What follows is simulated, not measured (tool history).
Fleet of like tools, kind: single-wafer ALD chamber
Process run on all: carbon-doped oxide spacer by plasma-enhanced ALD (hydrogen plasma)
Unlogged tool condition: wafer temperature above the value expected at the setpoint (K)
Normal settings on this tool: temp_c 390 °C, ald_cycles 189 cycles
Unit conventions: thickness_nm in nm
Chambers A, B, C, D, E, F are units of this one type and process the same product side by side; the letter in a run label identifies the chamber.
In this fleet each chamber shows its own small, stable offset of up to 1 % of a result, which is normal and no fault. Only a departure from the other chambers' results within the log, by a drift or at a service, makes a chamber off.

| run | hour | temp_c | ald_cycles | hours since the last thermocouple change | read-back reference wafer on the same gauge, thickness_nm | thickness_nm |
|---|---|---|---|---|---|---|
|  | 0.2 | chamber F: thermocouple changed; heater temperature recalibrated |
|  | 1.1 | chamber D: thermocouple changed; heater temperature recalibrated |
| 1C | 10.3 | 390 | 189 | 66.5 | 7.5765 | 9.3788 |
| 2D | 18.6 | 390 | 189 | 17.6 | 7.5813 | 9.4296 |
| 3B | 28.1 | 390 | 189 | 1399.4 | 7.5865 | 9.4847 |
| 4F | 36.7 | 390 | 189 | 36.6 | 7.5883 | 9.5169 |
| 5A | 43.3 | 390 | 189 | 2031.9 | 7.5758 | 9.3923 |
| 6E | 50.7 | 390 | 189 | 582.2 | 7.5872 | 9.4435 |
|  | 53 | chamber B: thermocouple changed; heater temperature recalibrated |
| 7C | 60.1 | 390 | 189 | 116.3 | 7.5722 | 9.4136 |
| 8E | 70.8 | 380 | 215 | 602.3 | 7.5798 | 10.663 |
| 9A | 77.5 | 380 | 215 | 2066.1 | 7.576 | 10.76 |
| 10B | 86.6 | 380 | 215 | 33.7 | 7.5755 | 10.85 |
| 11D | 93.3 | 380 | 215 | 92.3 | 7.5846 | 10.635 |
| 12F | 100.3 | 380 | 215 | 100.2 | 7.5829 | 10.866 |
| 13C | 109.6 | 380 | 215 | 165.8 | 7.5817 | 10.626 |
| 14F | 117.2 | 390 | 189 | 117.1 | 7.5853 | 9.5603 |
| 15B | 127.1 | 390 | 189 | 74.2 | 7.5743 | 9.5249 |
| 16E | 137.7 | 390 | 189 | 669.2 | 7.5802 | 9.4183 |
| 17A | 145.9 | 390 | 189 | 2134.5 | 7.5808 | 9.4216 |
| 18D | 152.2 | 390 | 189 | 151.2 | 7.5805 | 9.402 |
| 19F | 161.7 | 379 | 189 | 161.6 | 7.5778 | 9.5033 |
| 20E | 167.5 | 379 | 189 | 699 | 7.5822 | 9.3899 |
| 21C | 172.3 | 379 | 189 | 228.5 | 7.5747 | 9.4322 |
| 22D | 182 | 379 | 189 | 181 | 7.5748 | 9.3669 |
| 23B | 190.4 | 379 | 189 | 137.5 | 7.5787 | 9.5048 |
| 24A | 199.1 | 379 | 189 | 2187.7 | 7.5832 | 9.4485 |
| 25E | 208.3 | 390 | 189 | 739.8 | 7.5784 | 9.3589 |
| 26B | 218.3 | 390 | 189 | 165.4 | 7.5769 | 9.5005 |
| 27F | 224.1 | 390 | 189 | 224 | 7.5814 | 9.5711 |
| 28C | 234.3 | 390 | 189 | 290.5 | 7.5799 | 9.4475 |
| 29D | 240 | 390 | 189 | 239 | 7.5734 | 9.3273 |
| 30A | 250 | 390 | 189 | 2238.6 | 7.5803 | 9.4457 |
| 31F | 259.5 | 390 | 189 | 259.4 | 7.5739 | 9.4856 |
| 32D | 264.5 | 390 | 189 | 263.5 | 7.5848 | 9.3995 |
| 33B | 270.3 | 390 | 189 | 217.4 | 7.5877 | 9.5346 |
| 34A | 279.2 | 390 | 189 | 2267.8 | 7.5784 | 9.4312 |
| 35C | 285 | 390 | 189 | 341.2 | 7.5846 | 9.366 |
| 36E | 293.4 | 403 | 189 | 824.9 | 7.5839 | 9.3884 |
| 37D | 298.8 | 403 | 189 | 297.8 | 7.5738 | 9.3078 |
| 38E | 304.4 | 403 | 189 | 835.9 | 7.5877 | 9.3363 |

Which is it: a chamber that has drifted or been left off by a service, a gauge drift common to all chambers, or only each chamber's usual small offset? If a chamber is off, name it and its likeliest cause.

The fleet is healthy, with each chamber sitting at its usual small offset and no drift in the gauge.
